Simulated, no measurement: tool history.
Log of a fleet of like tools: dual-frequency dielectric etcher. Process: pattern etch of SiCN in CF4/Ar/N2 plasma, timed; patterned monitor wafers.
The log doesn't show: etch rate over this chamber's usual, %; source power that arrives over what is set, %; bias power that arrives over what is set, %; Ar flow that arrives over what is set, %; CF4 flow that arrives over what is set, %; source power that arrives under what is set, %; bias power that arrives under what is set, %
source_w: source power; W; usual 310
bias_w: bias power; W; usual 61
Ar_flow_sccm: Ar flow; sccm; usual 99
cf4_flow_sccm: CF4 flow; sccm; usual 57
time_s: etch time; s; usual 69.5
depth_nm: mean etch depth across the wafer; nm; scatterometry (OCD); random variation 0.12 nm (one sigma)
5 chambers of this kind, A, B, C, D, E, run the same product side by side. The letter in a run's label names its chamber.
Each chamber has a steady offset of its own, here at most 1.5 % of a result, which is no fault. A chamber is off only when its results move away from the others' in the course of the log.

run	hour	source_w	bias_w	Ar_flow_sccm	cf4_flow_sccm	time_s	hours since the last wet clean	hours since the last source power generator calibration	hours since the last bias power generator calibration	hours since the last Ar flow controller change	hours since the last CF4 flow controller change	read-back reference wafer on the same gauge, depth_nm	depth_nm
# hour 4.2: chamber B: wet clean of the chamber
1E	5.8	310	61	99	57	69.5	403.6	2087.4	1585.6	2579.7	2437.4	43.426	39.542
2A	15.4	310	61	99	57	69.5	25.8	727.2	1867.7	484.9	1452.5	43.431	39.39
3B	25.8	310	61	99	57	69.5	21.7	1611.9	2016.6	2820.5	715.6	43.381	39.564
4C	36.4	310	61	99	57	69.5	84.2	1444.8	2837.6	2640.2	172.9	43.395	39.441
# hour 40.6: chamber B: bias power generator calibrated
5D	47.4	310	61	99	57	69.5	281.8	1119	1388	1318.6	3821.2	43.37	40.053
6E	53.6	310	61	88	57	69.5	451.4	2135.2	1633.4	2627.5	2485.2	43.4	40.451
7A	59.5	310	61	88	57	69.5	69.9	771.3	1911.8	529	1496.6	43.404	40.165
8D	67.9	310	61	88	57	69.5	302.3	1139.5	1408.5	1339.1	3841.7	43.44	40.687
9C	74.6	310	61	88	57	69.5	122.4	1483	2875.8	2678.4	211.1	43.41	40.354
10B	85.4	310	61	88	57	69.5	81.3	1671.5	44.8	2880.1	775.2	43.373	40.046
11C	94.2	310	61	99	57	69.5	142	1502.6	2895.4	2698	230.7	43.402	39.538
# hour 97.2: chamber E: wet clean of the chamber
12A	100.6	310	61	99	57	69.5	111	812.4	1952.9	570.1	1537.7	43.401	39.736
# hour 102.5: chamber B: source power generator calibrated
13D	108.6	310	61	99	57	69.5	343	1180.2	1449.2	1379.8	3882.4	43.408	39.891
14E	117.2	310	61	99	57	69.5	20	2198.8	1697	2691.1	2548.8	43.435	39.59
15B	126.5	310	61	99	57	69.5	122.4	24	85.9	2921.2	816.3	43.408	38.011
16C	138.1	310	61	99	69	69.5	185.9	1546.5	2939.3	2741.9	274.6	43.43	40.677
17B	143.8	310	61	99	69	69.5	139.7	41.3	103.2	2938.5	833.6	43.431	39.097
18E	153.6	310	61	99	69	69.5	56.4	2235.2	1733.4	2727.5	2585.2	43.389	40.853
19D	164.9	310	61	99	69	69.5	399.3	1236.5	1505.5	1436.1	3938.7	43.395	41.085
20A	175.1	310	61	99	69	69.5	185.5	886.9	2027.4	644.6	1612.2	43.396	40.476
21A	180.8	340	61	99	57	69.5	191.2	892.6	2033.1	650.3	1617.9	43.417	43.052
22C	189.8	340	61	99	57	69.5	237.6	1598.2	2991	2793.6	326.3	43.397	43.025
23B	196.5	340	61	99	57	69.5	192.4	94	155.9	2991.2	886.3	43.402	40.982
24D	204.5	340	61	99	57	69.5	438.9	1276.1	1545.1	1475.7	3978.3	43.426	43.135
25E	216.3	340	61	99	57	69.5	119.1	2297.9	1796.1	2790.2	2647.9	43.412	42.936
26C	221.7	310	61	99	70	69.5	269.5	1630.1	3022.9	2825.5	358.2	43.415	40.946
27B	229.3	310	61	99	70	69.5	225.2	126.8	188.7	3024	919.1	43.363	39.263
28A	235.3	310	61	99	70	69.5	245.7	947.1	2087.6	704.8	1672.4	43.395	40.854
29D	243.2	310	61	99	70	69.5	477.6	1314.8	1583.8	1514.4	4017	43.405	41.24
30E	254.3	310	61	99	70	69.5	157.1	2335.9	1834.1	2828.2	2685.9	43.448	40.872
31A	261	340	61	99	57	55	271.4	972.8	2113.3	730.5	1698.1	43.392	34.086
32B	270.3	340	61	99	57	55	266.2	167.8	229.7	3065	960.1	43.419	32.51
33D	280.3	340	61	99	57	55	514.7	1351.9	1620.9	1551.5	4054.1	43.374	34.391

Next, every chamber runs the same settings. What will each give?
34A	288.8	310	61	81	57	69.5							?
34B	288.8	310	61	81	57	69.5							?
34C	288.8	310	61	81	57	69.5							?
34D	288.8	310	61	81	57	69.5							?
34E	288.8	310	61	81	57	69.5							?

run	depth_nm
34A	41.255
34B	39.048
34C	41.028
34D	41.264
34E	40.821
